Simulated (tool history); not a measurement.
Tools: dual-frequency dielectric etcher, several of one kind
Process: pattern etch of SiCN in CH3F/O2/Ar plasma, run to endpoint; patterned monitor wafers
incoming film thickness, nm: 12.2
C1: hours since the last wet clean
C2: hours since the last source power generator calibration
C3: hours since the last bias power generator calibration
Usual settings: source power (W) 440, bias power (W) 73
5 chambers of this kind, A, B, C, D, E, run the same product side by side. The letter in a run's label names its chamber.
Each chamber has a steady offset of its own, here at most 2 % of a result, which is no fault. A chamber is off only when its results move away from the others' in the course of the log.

{"run": "1A", "hour": 4.8, "source power (W)": 440, "bias power (W)": 73, "C1": 528.1, "C2": 4003.4, "C3": 1313.4, "endpoint time (s)": 30.394}
{"run": "2E", "hour": 10.8, "source power (W)": 440, "bias power (W)": 73, "C1": 565.1, "C2": 721.5, "C3": 2341.7, "endpoint time (s)": 31.168}
{"run": "3C", "hour": 19.6, "source power (W)": 440, "bias power (W)": 73, "C1": 467.3, "C2": 2684.5, "C3": 1378.6, "endpoint time (s)": 31.169}
{"run": "4B", "hour": 28.4, "source power (W)": 440, "bias power (W)": 73, "C1": 30.6, "C2": 2239.8, "C3": 727.5, "endpoint time (s)": 31.116}
{"run": "5D", "hour": 33.2, "source power (W)": 440, "bias power (W)": 73, "C1": 293.5, "C2": 1274.5, "C3": 3317.8, "endpoint time (s)": 30.945}
{"hour": 33.3, "done": "chamber A: wet clean of the chamber"}
{"run": "6E", "hour": 42.3, "source power (W)": 440, "bias power (W)": 73, "C1": 596.6, "C2": 753.0, "C3": 2373.2, "endpoint time (s)": 31.413}
{"hour": 46.1, "done": "chamber E: wet clean of the chamber"}
{"run": "7C", "hour": 47.3, "source power (W)": 440, "bias power (W)": 73, "C1": 495.0, "C2": 2712.2, "C3": 1406.3, "endpoint time (s)": 30.849}
{"run": "8B", "hour": 54.9, "source power (W)": 440, "bias power (W)": 73, "C1": 57.1, "C2": 2266.3, "C3": 754.0, "endpoint time (s)": 31.048}
{"run": "9A", "hour": 60.1, "source power (W)": 440, "bias power (W)": 73, "C1": 26.9, "C2": 4058.7, "C3": 1368.7, "endpoint time (s)": 30.618}
{"run": "10D", "hour": 65.3, "source power (W)": 440, "bias power (W)": 73, "C1": 325.6, "C2": 1306.6, "C3": 3349.9, "endpoint time (s)": 30.991}
{"run": "11A", "hour": 71.0, "source power (W)": 440, "bias power (W)": 73, "C1": 37.8, "C2": 4069.6, "C3": 1379.6, "endpoint time (s)": 30.542}
{"run": "12C", "hour": 80.0, "source power (W)": 440, "bias power (W)": 73, "C1": 527.7, "C2": 2744.9, "C3": 1439.0, "endpoint time (s)": 30.865}
{"run": "13E", "hour": 85.6, "source power (W)": 440, "bias power (W)": 73, "C1": 39.5, "C2": 796.3, "C3": 2416.5, "endpoint time (s)": 31.31}
{"run": "14B", "hour": 91.4, "source power (W)": 440, "bias power (W)": 73, "C1": 93.6, "C2": 2302.8, "C3": 790.5, "endpoint time (s)": 30.947}
{"hour": 94.5, "done": "chamber D: wet clean of the chamber"}
{"run": "15D", "hour": 96.8, "source power (W)": 440, "bias power (W)": 73, "C1": 2.3, "C2": 1338.1, "C3": 3381.4, "endpoint time (s)": 29.981}
{"run": "16A", "hour": 103.2, "source power (W)": 440, "bias power (W)": 73, "C1": 70.0, "C2": 4101.8, "C3": 1411.8, "endpoint time (s)": 30.634}
{"run": "17D", "hour": 108.2, "source power (W)": 440, "bias power (W)": 73, "C1": 13.7, "C2": 1349.5, "C3": 3392.8, "endpoint time (s)": 30.31}
{"run": "18B", "hour": 116.0, "source power (W)": 440, "bias power (W)": 73, "C1": 118.2, "C2": 2327.4, "C3": 815.1, "endpoint time (s)": 31.095}
{"run": "19C", "hour": 124.7, "source power (W)": 440, "bias power (W)": 73, "C1": 572.4, "C2": 2789.6, "C3": 1483.7, "endpoint time (s)": 31.136}
{"run": "20E", "hour": 130.6, "source power (W)": 440, "bias power (W)": 73, "C1": 84.5, "C2": 841.3, "C3": 2461.5, "endpoint time (s)": 31.022}
{"run": "21C", "hour": 138.5, "source power (W)": 440, "bias power (W)": 73, "C1": 586.2, "C2": 2803.4, "C3": 1497.5, "endpoint time (s)": 31.128}
{"run": "22B", "hour": 147.2, "source power (W)": 440, "bias power (W)": 73, "C1": 149.4, "C2": 2358.6, "C3": 846.3, "endpoint time (s)": 31.224}
{"run": "23A", "hour": 155.3, "source power (W)": 360, "bias power (W)": 66, "C1": 122.1, "C2": 4153.9, "C3": 1463.9, "endpoint time (s)": 34.464}
{"run": "24E", "hour": 161.6, "source power (W)": 360, "bias power (W)": 66, "C1": 115.5, "C2": 872.3, "C3": 2492.5, "endpoint time (s)": 35.016}
{"run": "25D", "hour": 167.9, "source power (W)": 360, "bias power (W)": 66, "C1": 73.4, "C2": 1409.2, "C3": 3452.5, "endpoint time (s)": 33.87}
{"run": "26E", "hour": 175.7, "source power (W)": 360, "bias power (W)": 66, "C1": 129.6, "C2": 886.4, "C3": 2506.6, "endpoint time (s)": 34.92}
{"run": "27C", "hour": 184.7, "source power (W)": 360, "bias power (W)": 66, "C1": 632.4, "C2": 2849.6, "C3": 1543.7, "endpoint time (s)": 34.751}
{"run": "28D", "hour": 192.4, "source power (W)": 440, "bias power (W)": 73, "C1": 97.9, "C2": 1433.7, "C3": 3477.0, "endpoint time (s)": 30.185}
{"run": "29B", "hour": 198.9, "source power (W)": 440, "bias power (W)": 73, "C1": 201.1, "C2": 2410.3, "C3": 898.0, "endpoint time (s)": 31.278}
{"run": "30A", "hour": 206.3, "source power (W)": 440, "bias power (W)": 60, "C1": 173.1, "C2": 4204.9, "C3": 1514.9, "endpoint time (s)": 32.721}

Is one chamber off against the others, does the gauge drift, or is nothing wrong? If a chamber is off, say which, and what the likeliest cause is.

A service left chamber D off against the others.
Cause: etch rate over this chamber's usual, % = 3.44.

Here are 4 candidates for chamber D's next run, each the usual settings with a change, their results left as question marks. Which one brings its results back in line with what the others give on the usual settings?
In line means no further than this from the other chambers' mean on the usual settings: endpoint time (s) 0.460
{"run": "31D-1", "hour": 214.0, "source power (W)": 380, "bias power (W)": 73, "endpoint time (s)": "?"}
{"run": "31D-2", "hour": 214.0, "source power (W)": 440, "bias power (W)": 85, "endpoint time (s)": "?"}
{"run": "31D-3", "hour": 214.0, "source power (W)": 440, "bias power (W)": 79, "endpoint time (s)": "?"}
{"run": "31D-4", "hour": 214.0, "source power (W)": 420, "bias power (W)": 70, "endpoint time (s)": "?"}

The other chambers' mean on the usual settings: endpoint time (s) 31.046
run=31D-1 endpoint_time_(s)=31.823
run=31D-2 endpoint_time_(s)=28.485
run=31D-3 endpoint_time_(s)=29.252
run=31D-4 endpoint_time_(s)=31.088
31D-4 brings the chamber back in line.
